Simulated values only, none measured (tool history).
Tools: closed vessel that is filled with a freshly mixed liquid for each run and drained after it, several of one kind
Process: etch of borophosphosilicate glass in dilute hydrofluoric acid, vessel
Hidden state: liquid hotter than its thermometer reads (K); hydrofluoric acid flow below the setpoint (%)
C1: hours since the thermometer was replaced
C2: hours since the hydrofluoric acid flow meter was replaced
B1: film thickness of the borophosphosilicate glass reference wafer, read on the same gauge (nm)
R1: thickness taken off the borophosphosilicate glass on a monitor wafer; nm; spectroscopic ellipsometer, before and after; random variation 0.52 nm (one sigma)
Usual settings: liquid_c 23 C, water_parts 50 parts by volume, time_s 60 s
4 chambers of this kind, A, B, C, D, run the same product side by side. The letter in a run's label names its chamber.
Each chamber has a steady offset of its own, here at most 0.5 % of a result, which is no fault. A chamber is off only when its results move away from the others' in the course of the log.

Run 1C, hour 7.6: usual settings; C1 66.9; C2 1041.7; B1 50.000. Result: R1 94.254 nm.
Run 2B, hour 19.2: usual settings; C1 1024.6; C2 310.4; B1 49.986. Result: R1 93.977 nm.
Run 3D, hour 32.7: usual settings; C1 189.1; C2 149.8; B1 49.971. Result: R1 93.801 nm.
Run 4A, hour 43.2: usual settings; C1 282.2; C2 497.2; B1 49.999. Result: R1 94.280 nm.
Run 5A, hour 55.5: usual settings; C1 294.5; C2 509.5; B1 49.998. Result: R1 94.657 nm.
Run 6B, hour 68.4: usual settings; C1 1073.8; C2 359.6; B1 50.013. Result: R1 94.021 nm.
Run 7D, hour 79.5: usual settings but time_s 40 s; C1 235.9; C2 196.6; B1 49.975. Result: R1 63.968 nm.
Run 8C, hour 88.1: usual settings but time_s 40 s; C1 147.4; C2 1122.2; B1 50.026. Result: R1 62.786 nm.
Run 9D, hour 101.4: usual settings but time_s 40 s; C1 257.8; C2 218.5; B1 50.013. Result: R1 63.141 nm.
Run 10B, hour 114.8: usual settings but time_s 40 s; C1 1120.2; C2 406.0; B1 49.987. Result: R1 62.998 nm.
Run 11A, hour 128.0: usual settings but liquid_c 28 C; C1 367.0; C2 582.0; B1 49.955. Result: R1 115.650 nm.
Run 12C, hour 135.0: usual settings but liquid_c 28 C; C1 194.3; C2 1169.1; B1 50.021. Result: R1 114.860 nm.
Run 13A, hour 142.2: usual settings but liquid_c 28 C; C1 381.2; C2 596.2; B1 50.023. Result: R1 115.920 nm.
Run 14C, hour 155.6: usual settings but liquid_c 28 C; C1 214.9; C2 1189.7; B1 50.017. Result: R1 115.450 nm.
Run 15B, hour 165.9: usual settings; C1 1171.3; C2 457.1; B1 50.015. Result: R1 94.128 nm.
Run 16D, hour 176.6: usual settings but water_parts 25 parts by volume, time_s 40 s; C1 333.0; C2 293.7; B1 49.969. Result: R1 131.530 nm.
Run 17B, hour 183.6: usual settings but water_parts 25 parts by volume, time_s 40 s; C1 1189.0; C2 474.8; B1 50.023. Result: R1 128.340 nm.
Run 18C, hour 198.3: usual settings but water_parts 25 parts by volume, time_s 40 s; C1 257.6; C2 1232.4; B1 49.993. Result: R1 129.950 nm.
Run 19A, hour 211.4: usual settings but water_parts 25 parts by volume, time_s 40 s; C1 450.4; C2 665.4; B1 50.005. Result: R1 132.890 nm.
Run 20D, hour 218.9: usual settings; C1 375.3; C2 336.0; B1 49.984. Result: R1 94.614 nm.
Run 21C, hour 232.9: usual settings; C1 292.2; C2 1267.0; B1 49.974. Result: R1 93.883 nm.
Run 22A, hour 239.6: usual settings; C1 478.6; C2 693.6; B1 49.970. Result: R1 93.688 nm.
Run 23D, hour 247.7: usual settings; C1 404.1; C2 364.8; B1 50.040. Result: R1 94.222 nm.
Run 24B, hour 256.7: usual settings; C1 1262.1; C2 547.9; B1 50.010. Result: R1 94.348 nm.
Run 25B, hour 265.2: usual settings; C1 1270.6; C2 556.4; B1 49.991. Result: R1 94.181 nm.

Next, every chamber runs the same settings. What will each give?
Run 26A, hour 275.8: usual settings. Result: R1 ?.
Run 26B, hour 275.8: usual settings. Result: R1 ?.
Run 26C, hour 275.8: usual settings. Result: R1 ?.
Run 26D, hour 275.8: usual settings. Result: R1 ?.

run      R1
26A  94.364
26B  94.138
26C  94.293
26D  94.155
